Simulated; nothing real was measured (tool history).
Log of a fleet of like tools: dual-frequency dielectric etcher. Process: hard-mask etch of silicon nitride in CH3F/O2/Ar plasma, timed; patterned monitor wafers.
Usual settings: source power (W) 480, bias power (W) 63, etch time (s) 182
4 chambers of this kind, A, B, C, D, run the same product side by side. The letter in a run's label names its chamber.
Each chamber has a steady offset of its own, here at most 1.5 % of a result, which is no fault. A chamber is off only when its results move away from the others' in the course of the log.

| run | hour | source power (W) | bias power (W) | etch time (s) | hours since the last wet clean | hours since the last source power generator calibration | hours since the last bias power generator calibration | read-back reference wafer on the same gauge, depth_nm | mean etch depth across the wafer (Å) |
|---|---|---|---|---|---|---|---|---|---|
| 1B | 6.7 | 480 | 63 | 182 | 480 | 341.3 | 3916.7 | 115.96 | 1298.6 |
| 2D | 20.6 | 480 | 63 | 182 | 485 | 88.3 | 1527.9 | 116 | 1305.3 |
| 3A | 31 | 480 | 63 | 182 | 85.1 | 693.7 | 1950.7 | 115.96 | 1313.6 |
| 4C | 42.5 | 480 | 63 | 182 | 304.3 | 1984.6 | 2037.3 | 115.95 | 1326.1 |
| 5C | 49.8 | 480 | 63 | 182 | 311.6 | 1991.9 | 2044.6 | 115.98 | 1332.8 |
| 6B | 56.8 | 480 | 63 | 182 | 530.1 | 391.4 | 3966.8 | 116.02 | 1297.7 |
| 7A | 64.6 | 480 | 63 | 182 | 118.7 | 727.3 | 1984.3 | 116.04 | 1309.9 |
| 8D | 72.7 | 480 | 63 | 182 | 537.1 | 140.4 | 1580 | 115.88 | 1297.5 |
| 9C | 79.2 | 480 | 51 | 220.5 | 341 | 2021.3 | 2074 | 116.02 | 1493.9 |
| 10B | 89.9 | 480 | 51 | 220.5 | 563.2 | 424.5 | 3999.9 | 115.96 | 1478.7 |
| 11A | 98.6 | 480 | 51 | 220.5 | 152.7 | 761.3 | 2018.3 | 116.05 | 1489.2 |
| 12D | 105.9 | 480 | 51 | 220.5 | 570.3 | 173.6 | 1613.2 | 116.07 | 1475.4 |
|  | 111 | chamber B: wet clean of the chamber |
|  | 112.5 | chamber D: wet clean of the chamber |
| 13A | 114.7 | 480 | 63 | 182 | 168.8 | 777.4 | 2034.4 | 116.02 | 1302.7 |
| 14D | 124.6 | 480 | 63 | 182 | 12.1 | 192.3 | 1631.9 | 115.87 | 1362.2 |
| 15B | 135 | 480 | 63 | 182 | 24 | 469.6 | 4045 | 115.94 | 1297 |
| 16C | 141.2 | 480 | 63 | 182 | 403 | 2083.3 | 2136 | 116.04 | 1325.4 |
| 17B | 152.9 | 480 | 75 | 219 | 41.9 | 487.5 | 4062.9 | 115.93 | 1665.5 |
| 18A | 163.3 | 480 | 75 | 219 | 217.4 | 826 | 2083 | 116.02 | 1661.8 |
|  | 167.6 | chamber C: wet clean of the chamber |
| 19C | 175.5 | 480 | 75 | 219 | 7.9 | 2117.6 | 2170.3 | 116.06 | 1699.6 |
| 20D | 185.8 | 480 | 75 | 219 | 73.3 | 253.5 | 1693.1 | 116.02 | 1733.8 |
| 21D | 195.8 | 480 | 63 | 182 | 83.3 | 263.5 | 1703.1 | 115.96 | 1352.2 |
| 22B | 204.3 | 480 | 63 | 182 | 93.3 | 538.9 | 4114.3 | 115.96 | 1302.6 |
|  | 209.6 | chamber B: bias power generator calibrated |
| 23C | 217.4 | 480 | 63 | 182 | 49.8 | 2159.5 | 2212.2 | 115.98 | 1329.5 |
| 24A | 224.6 | 480 | 63 | 182 | 278.7 | 887.3 | 2144.3 | 115.94 | 1306.6 |
| 25B | 231.7 | 480 | 63 | 182 | 120.7 | 566.3 | 22.2 | 115.95 | 1305.6 |
| 26C | 239.4 | 480 | 63 | 182 | 71.8 | 2181.5 | 2234.2 | 116 | 1330.7 |
| 27D | 245.9 | 480 | 52 | 201 | 133.4 | 313.6 | 1753.2 | 115.87 | 1407.1 |
| 28A | 258.5 | 480 | 52 | 201 | 312.6 | 921.2 | 2178.2 | 115.94 | 1363.5 |
| 29C | 269.7 | 480 | 52 | 201 | 102.1 | 2211.8 | 2264.5 | 115.94 | 1375.2 |
| 30B | 281.5 | 480 | 52 | 201 | 170.5 | 616.1 | 72 | 115.91 | 1356.4 |
| 31A | 291.6 | 480 | 63 | 182 | 345.7 | 954.3 | 2211.3 | 116.04 | 1314.4 |
| 32D | 300.5 | 480 | 63 | 182 | 188 | 368.2 | 1807.8 | 116 | 1358.1 |
| 33D | 313.5 | 420 | 63 | 207 | 201 | 381.2 | 1820.8 | 116.05 | 1464.2 |
| 34A | 322.1 | 420 | 63 | 207 | 376.2 | 984.8 | 2241.8 | 116.04 | 1419 |
| 35B | 332 | 420 | 63 | 207 | 221 | 666.6 | 122.5 | 116.09 | 1407.6 |

Next, every chamber runs the same settings. What will each give?
| 36A | 342.2 | 480 | 51 | 182 |  |  |  |  | ? |
| 36B | 342.2 | 480 | 51 | 182 |  |  |  |  | ? |
| 36C | 342.2 | 480 | 51 | 182 |  |  |  |  | ? |
| 36D | 342.2 | 480 | 51 | 182 |  |  |  |  | ? |

| run | mean etch depth across the wafer (Å) |
|---|---|
| 36A | 1222.5 |
| 36B | 1219.4 |
| 36C | 1241.6 |
| 36D | 1274.6 |
